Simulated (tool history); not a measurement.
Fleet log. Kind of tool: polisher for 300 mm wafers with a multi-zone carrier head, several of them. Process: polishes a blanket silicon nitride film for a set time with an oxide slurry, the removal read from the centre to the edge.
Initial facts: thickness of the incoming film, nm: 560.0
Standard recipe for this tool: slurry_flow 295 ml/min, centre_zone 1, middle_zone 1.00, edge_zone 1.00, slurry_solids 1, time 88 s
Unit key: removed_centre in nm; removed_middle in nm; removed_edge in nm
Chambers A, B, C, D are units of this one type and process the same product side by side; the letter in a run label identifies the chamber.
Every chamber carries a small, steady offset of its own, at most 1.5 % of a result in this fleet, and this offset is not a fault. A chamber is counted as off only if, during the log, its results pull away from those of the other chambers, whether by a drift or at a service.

Run 1D, hour 8.8: usual settings. Result: removed_centre 56.059 nm, removed_middle 57.097 nm, removed_edge 55.606 nm.
Run 2C, hour 21.4: usual settings. Result: removed_centre 55.743 nm, removed_middle 57.410 nm, removed_edge 55.675 nm.
Run 3B, hour 27.7: usual settings. Result: removed_centre 56.205 nm, removed_middle 55.808 nm, removed_edge 54.948 nm.
At hour 29.2: chamber B: worn pad replaced by a new one.
Run 4A, hour 35.2: usual settings. Result: removed_centre 57.017 nm, removed_middle 55.404 nm, removed_edge 56.269 nm.
At hour 37.1: chamber A: centre zone pressure recalibrated.
Run 5A, hour 48.1: usual settings. Result: removed_centre 56.656 nm, removed_middle 55.940 nm, removed_edge 56.785 nm.
Run 6D, hour 55.4: usual settings. Result: removed_centre 56.890 nm, removed_middle 56.403 nm, removed_edge 56.795 nm.
Run 7C, hour 63.1: usual settings. Result: removed_centre 55.902 nm, removed_middle 56.115 nm, removed_edge 54.429 nm.
Run 8B, hour 71.2: usual settings. Result: removed_centre 55.941 nm, removed_middle 57.017 nm, removed_edge 55.419 nm.
Run 9D, hour 80.0: usual settings. Result: removed_centre 55.267 nm, removed_middle 56.093 nm, removed_edge 55.930 nm.
At hour 85.0: chamber C: edge zone pressure recalibrated.
Run 10B, hour 91.7: usual settings but edge_zone 0.91. Result: removed_centre 56.274 nm, removed_middle 55.990 nm, removed_edge 52.655 nm.
Run 11C, hour 100.1: usual settings but edge_zone 0.91. Result: removed_centre 55.714 nm, removed_middle 56.218 nm, removed_edge 52.515 nm.
Run 12A, hour 107.0: usual settings but edge_zone 0.91. Result: removed_centre 56.594 nm, removed_middle 56.148 nm, removed_edge 54.154 nm.
At hour 107.1: chamber C: worn pad replaced by a new one.
Run 13A, hour 118.6: usual settings but edge_zone 0.91. Result: removed_centre 56.793 nm, removed_middle 55.901 nm, removed_edge 54.792 nm.
At hour 118.9: chamber A: worn pad replaced by a new one.
Run 14C, hour 125.7: usual settings. Result: removed_centre 56.305 nm, removed_middle 55.971 nm, removed_edge 55.694 nm.
At hour 131.6: chamber D: worn pad replaced by a new one.
Run 15D, hour 132.2: usual settings. Result: removed_centre 54.583 nm, removed_middle 54.815 nm, removed_edge 56.177 nm.
Run 16B, hour 143.6: usual settings but edge_zone 0.89. Result: removed_centre 55.723 nm, removed_middle 55.921 nm, removed_edge 52.595 nm.
Run 17C, hour 150.2: usual settings but edge_zone 0.89. Result: removed_centre 55.754 nm, removed_middle 55.127 nm, removed_edge 53.250 nm.
Run 18A, hour 161.2: usual settings but edge_zone 0.89. Result: removed_centre 57.601 nm, removed_middle 56.009 nm, removed_edge 53.556 nm.
Run 19D, hour 168.4: usual settings but edge_zone 0.89. Result: removed_centre 55.093 nm, removed_middle 54.433 nm, removed_edge 51.538 nm.
Run 20B, hour 175.2: usual settings. Result: removed_centre 55.535 nm, removed_middle 56.126 nm, removed_edge 56.643 nm.
Run 21D, hour 186.2: usual settings. Result: removed_centre 54.422 nm, removed_middle 53.101 nm, removed_edge 54.272 nm.
Run 22B, hour 199.3: usual settings. Result: removed_centre 55.458 nm, removed_middle 56.812 nm, removed_edge 55.638 nm.
At hour 201.6: chamber D: centre zone pressure recalibrated.
At hour 202.3: chamber A: edge zone pressure recalibrated.
At hour 207.8: chamber A: slurry nozzle cleaned.
At hour 209.6: chamber B: worn pad replaced by a new one.
Run 23C, hour 212.1: usual settings but slurry_flow 200 ml/min. Result: removed_centre 53.613 nm, removed_middle 53.707 nm, removed_edge 52.877 nm.
At hour 217.6: chamber B: edge zone pressure recalibrated.
At hour 224.6: chamber A: worn pad replaced by a new one.
Run 24A, hour 226.0: usual settings but slurry_flow 200 ml/min. Result: removed_centre 53.332 nm, removed_middle 53.002 nm, removed_edge 54.109 nm.
Run 25C, hour 232.2: usual settings but slurry_flow 200 ml/min. Result: removed_centre 54.056 nm, removed_middle 53.823 nm, removed_edge 52.538 nm.
Run 26B, hour 240.2: usual settings but slurry_flow 200 ml/min. Result: removed_centre 53.282 nm, removed_middle 52.718 nm, removed_edge 53.322 nm.
Run 27D, hour 246.6: usual settings but middle_zone 1.06, time 114 s. Result: removed_centre 68.738 nm, removed_middle 72.510 nm, removed_edge 68.281 nm.

Each of the 4 chambers runs these same settings next. Fill in every chamber's results:
Run 28A, hour 256.5: usual settings. Result: removed_centre ?, removed_middle ?, removed_edge ?.
Run 28B, hour 256.5: usual settings. Result: removed_centre ?, removed_middle ?, removed_edge ?.
Run 28C, hour 256.5: usual settings. Result: removed_centre ?, removed_middle ?, removed_edge ?.
Run 28D, hour 256.5: usual settings. Result: removed_centre ?, removed_middle ?, removed_edge ?.

run  removed_centre  removed_middle  removed_edge
28A          56.250          56.144        57.061
28B          56.275          56.100        55.514
28C          55.729          56.012        55.347
28D          52.465          52.916        52.611
